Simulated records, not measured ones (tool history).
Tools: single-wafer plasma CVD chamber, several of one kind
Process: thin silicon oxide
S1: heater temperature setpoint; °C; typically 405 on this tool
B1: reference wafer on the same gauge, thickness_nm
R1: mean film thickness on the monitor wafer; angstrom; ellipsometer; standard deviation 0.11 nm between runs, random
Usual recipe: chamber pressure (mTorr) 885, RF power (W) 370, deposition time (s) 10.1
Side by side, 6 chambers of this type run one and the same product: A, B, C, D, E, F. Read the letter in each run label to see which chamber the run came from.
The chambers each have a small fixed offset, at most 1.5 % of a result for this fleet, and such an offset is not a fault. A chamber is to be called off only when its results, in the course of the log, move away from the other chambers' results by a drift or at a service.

Run 1D, hour 5.9: usual settings; B1 20.005. Result: R1 217.12 angstrom.
Run 2F, hour 18.6: usual settings; B1 20.001. Result: R1 221.89 angstrom.
Run 3A, hour 28: usual settings; B1 19.999. Result: R1 221.3 angstrom.
Run 4C, hour 35: usual settings; B1 19.977. Result: R1 220.34 angstrom.
Run 5B, hour 44: usual settings but chamber pressure (mTorr) 1084, RF power (W) 440; B1 20.011. Result: R1 271.18 angstrom.
Run 6E, hour 50.6: usual settings but chamber pressure (mTorr) 1084, RF power (W) 440; B1 19.985. Result: R1 272.77 angstrom.
Run 7F, hour 57.7: usual settings but chamber pressure (mTorr) 1084, RF power (W) 440; B1 19.963. Result: R1 274.7 angstrom.
Run 8D, hour 69.2: usual settings but chamber pressure (mTorr) 1084, RF power (W) 440; B1 20.004. Result: R1 266.86 angstrom.
Run 9C, hour 76: usual settings but chamber pressure (mTorr) 1084, RF power (W) 440; B1 20.021. Result: R1 269.47 angstrom.
At hour 78.1: chamber D: capacitance manometer re-zeroed and calibrated.
Run 10E, hour 82.3: usual settings but chamber pressure (mTorr) 1084, RF power (W) 440; B1 20.022. Result: R1 273.9 angstrom.
Run 11A, hour 94.2: usual settings; B1 20.014. Result: R1 223.21 angstrom.
At hour 99.1: chamber F: RF generator calibrated.
Run 12B, hour 103.7: usual settings but S1 393 °C, deposition time (s) 10.8; B1 20.01. Result: R1 236.86 angstrom.
Run 13C, hour 109.8: usual settings but S1 393 °C, deposition time (s) 10.8; B1 20.025. Result: R1 234.97 angstrom.
Run 14E, hour 120.3: usual settings but S1 393 °C, deposition time (s) 10.8; B1 20.003. Result: R1 237.04 angstrom.
Run 15A, hour 126.6: usual settings but S1 393 °C, deposition time (s) 10.8; B1 19.986. Result: R1 238.26 angstrom.
Run 16F, hour 132.8: usual settings but S1 393 °C, deposition time (s) 10.8; B1 19.977. Result: R1 236.85 angstrom.
Run 17D, hour 140.9: usual settings but S1 393 °C, deposition time (s) 10.8; B1 20.008. Result: R1 235.29 angstrom.
At hour 143.7: chamber E: thermocouple changed; heater temperature recalibrated.
Run 18B, hour 153.8: usual settings; B1 20.018. Result: R1 218.86 angstrom.
Run 19A, hour 160.2: usual settings; B1 19.996. Result: R1 222.68 angstrom.
Run 20E, hour 166.5: usual settings; B1 20.017. Result: R1 220.34 angstrom.
Run 21B, hour 172.3: usual settings; B1 20.006. Result: R1 217.84 angstrom.
Run 22F, hour 179.7: usual settings; B1 20.01. Result: R1 219.92 angstrom.
Run 23D, hour 186: usual settings; B1 19.99. Result: R1 219.7 angstrom.
Run 24C, hour 196.3: usual settings; B1 20.004. Result: R1 216.57 angstrom.
Run 25D, hour 203.5: usual settings; B1 20.023. Result: R1 217.26 angstrom.
Run 26C, hour 210.5: usual settings but S1 412 °C; B1 20.016. Result: R1 216.87 angstrom.
At hour 213.9: chamber D: RF generator calibrated.
Run 27A, hour 217.9: usual settings but S1 412 °C; B1 19.999. Result: R1 222.6 angstrom.
Run 28F, hour 225: usual settings but S1 412 °C; B1 20.018. Result: R1 220.3 angstrom.
Run 29B, hour 236.2: usual settings but S1 412 °C; B1 19.987. Result: R1 218.09 angstrom.
Run 30E, hour 248.8: usual settings but S1 412 °C; B1 19.999. Result: R1 218.79 angstrom.
Run 31D, hour 258.3: usual settings but S1 412 °C; B1 20. Result: R1 216.64 angstrom.
Run 32F, hour 266.8: usual settings; B1 20.014. Result: R1 221.11 angstrom.
Run 33A, hour 278.8: usual settings; B1 20.001. Result: R1 223.31 angstrom.
Run 34B, hour 289.2: usual settings; B1 19.998. Result: R1 219.04 angstrom.
Run 35C, hour 298.6: usual settings; B1 20.022. Result: R1 220.87 angstrom.
Run 36E, hour 307.5: usual settings; B1 19.998. Result: R1 220.49 angstrom.
Run 37C, hour 313.1: usual settings; B1 19.996. Result: R1 217.41 angstrom.

Does one chamber stand apart from the rest, does the shared gauge drift, or is all well apart from small per-chamber offsets? Give the chamber and the most likely cause, where there is one.

No chamber is off and the gauge is stable; the differences are just each chamber's small, constant offset.

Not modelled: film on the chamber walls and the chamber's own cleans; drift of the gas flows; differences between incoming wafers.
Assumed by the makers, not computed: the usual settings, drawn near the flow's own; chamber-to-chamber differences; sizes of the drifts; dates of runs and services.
